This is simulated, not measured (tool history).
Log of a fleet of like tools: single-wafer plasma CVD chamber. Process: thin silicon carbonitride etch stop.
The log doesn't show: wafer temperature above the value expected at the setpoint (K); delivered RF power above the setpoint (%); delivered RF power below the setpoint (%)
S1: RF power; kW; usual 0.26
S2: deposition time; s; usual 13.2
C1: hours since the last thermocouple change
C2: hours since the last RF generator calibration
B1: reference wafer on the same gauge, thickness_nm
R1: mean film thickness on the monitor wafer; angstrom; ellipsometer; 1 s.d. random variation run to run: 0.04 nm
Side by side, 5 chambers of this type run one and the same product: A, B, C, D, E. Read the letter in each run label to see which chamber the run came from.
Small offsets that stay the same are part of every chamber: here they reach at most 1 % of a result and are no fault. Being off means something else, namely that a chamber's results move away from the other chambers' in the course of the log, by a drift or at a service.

{"run": "1D", "hour": 7.2, "S1": 0.26, "S2": 13.2, "C1": 682.8, "C2": 1628.4, "B1": 7.3837, "R1": 82.243}
{"run": "2A", "hour": 11.7, "S1": 0.26, "S2": 13.2, "C1": 2115.6, "C2": 2426, "B1": 7.3907, "R1": 81.754}
{"run": "3E", "hour": 17.6, "S1": 0.26, "S2": 13.2, "C1": 706.7, "C2": 1411.5, "B1": 7.3889, "R1": 81.755}
{"run": "4C", "hour": 24.0, "S1": 0.26, "S2": 13.2, "C1": 887.5, "C2": 267.2, "B1": 7.3947, "R1": 81.81}
{"run": "5B", "hour": 30.8, "S1": 0.26, "S2": 13.2, "C1": 1164.9, "C2": 2355.5, "B1": 7.3941, "R1": 81.464}
{"run": "6E", "hour": 36.4, "S1": 0.26, "S2": 13.2, "C1": 725.5, "C2": 1430.3, "B1": 7.3962, "R1": 81.148}
{"run": "7D", "hour": 42.0, "S1": 0.26, "S2": 13.2, "C1": 717.6, "C2": 1663.2, "B1": 7.3905, "R1": 81.818}
{"run": "8A", "hour": 45.9, "S1": 0.26, "S2": 13.2, "C1": 2149.8, "C2": 2460.2, "B1": 7.3927, "R1": 81.541}
{"run": "9B", "hour": 50.2, "S1": 0.26, "S2": 13.2, "C1": 1184.3, "C2": 2374.9, "B1": 7.3896, "R1": 80.974}
{"run": "10C", "hour": 55.5, "S1": 0.26, "S2": 13.2, "C1": 919, "C2": 298.7, "B1": 7.3948, "R1": 81.884}
{"run": "11E", "hour": 60.7, "S1": 0.26, "S2": 13.2, "C1": 749.8, "C2": 1454.6, "B1": 7.389, "R1": 81.696}
{"run": "12B", "hour": 65.0, "S1": 0.26, "S2": 13.2, "C1": 1199.1, "C2": 2389.7, "B1": 7.3869, "R1": 80.171}
{"run": "13C", "hour": 71.0, "S1": 0.26, "S2": 13.2, "C1": 934.5, "C2": 314.2, "B1": 7.3863, "R1": 81.452}
{"run": "14A", "hour": 77.6, "S1": 0.26, "S2": 13.2, "C1": 2181.5, "C2": 2491.9, "B1": 7.3979, "R1": 81.017}
{"run": "15D", "hour": 82.3, "S1": 0.26, "S2": 13.2, "C1": 757.9, "C2": 1703.5, "B1": 7.3893, "R1": 81.622}
{"run": "16C", "hour": 86.4, "S1": 0.26, "S2": 13.2, "C1": 949.9, "C2": 329.6, "B1": 7.3834, "R1": 81.256}
{"run": "17E", "hour": 91.1, "S1": 0.26, "S2": 13.2, "C1": 780.2, "C2": 1485, "B1": 7.3901, "R1": 81.203}
{"run": "18A", "hour": 94.9, "S1": 0.26, "S2": 13.2, "C1": 2198.8, "C2": 2509.2, "B1": 7.3877, "R1": 81.819}
{"hour": 96.8, "done": "chamber A: RF generator calibrated"}
{"run": "19D", "hour": 100.1, "S1": 0.26, "S2": 13.2, "C1": 775.7, "C2": 1721.3, "B1": 7.3951, "R1": 81.96}
{"run": "20B", "hour": 106.6, "S1": 0.26, "S2": 15.6, "C1": 1240.7, "C2": 2431.3, "B1": 7.3871, "R1": 95.946}
{"run": "21C", "hour": 114.0, "S1": 0.26, "S2": 15.6, "C1": 977.5, "C2": 357.2, "B1": 7.3805, "R1": 95.482}
{"run": "22B", "hour": 117.8, "S1": 0.26, "S2": 15.6, "C1": 1251.9, "C2": 2442.5, "B1": 7.3893, "R1": 94.904}
{"run": "23A", "hour": 122.5, "S1": 0.26, "S2": 15.6, "C1": 2226.4, "C2": 25.8, "B1": 7.3944, "R1": 96.047}
{"run": "24E", "hour": 126.4, "S1": 0.26, "S2": 15.6, "C1": 815.5, "C2": 1520.3, "B1": 7.3915, "R1": 97.088}
{"run": "25D", "hour": 129.9, "S1": 0.26, "S2": 13.2, "C1": 805.5, "C2": 1751.1, "B1": 7.3858, "R1": 81.75}
{"hour": 132.7, "done": "chamber B: RF generator calibrated"}
{"run": "26E", "hour": 136.8, "S1": 0.26, "S2": 13.2, "C1": 825.9, "C2": 1530.7, "B1": 7.3801, "R1": 81.902}
{"run": "27D", "hour": 143.2, "S1": 0.26, "S2": 13.2, "C1": 818.8, "C2": 1764.4, "B1": 7.385, "R1": 81.891}
{"run": "28A", "hour": 149.9, "S1": 0.26, "S2": 13.2, "C1": 2253.8, "C2": 53.2, "B1": 7.3966, "R1": 82.688}
{"run": "29C", "hour": 156.9, "S1": 0.29, "S2": 11, "C1": 1020.4, "C2": 400.1, "B1": 7.3967, "R1": 69.994}
{"run": "30B", "hour": 160.4, "S1": 0.29, "S2": 11, "C1": 1294.5, "C2": 27.7, "B1": 7.3914, "R1": 69.791}

Each of the 5 chambers runs these same settings next. Fill in every chamber's results:
{"run": "31A", "hour": 165.7, "S1": 0.26, "S2": 13.2, "R1": "?"}
{"run": "31B", "hour": 165.7, "S1": 0.26, "S2": 13.2, "R1": "?"}
{"run": "31C", "hour": 165.7, "S1": 0.26, "S2": 13.2, "R1": "?"}
{"run": "31D", "hour": 165.7, "S1": 0.26, "S2": 13.2, "R1": "?"}
{"run": "31E", "hour": 165.7, "S1": 0.26, "S2": 13.2, "R1": "?"}

run=31A R1=81.274
run=31B R1=81.402
run=31C R1=81.39
run=31D R1=81.728
run=31E R1=81.706

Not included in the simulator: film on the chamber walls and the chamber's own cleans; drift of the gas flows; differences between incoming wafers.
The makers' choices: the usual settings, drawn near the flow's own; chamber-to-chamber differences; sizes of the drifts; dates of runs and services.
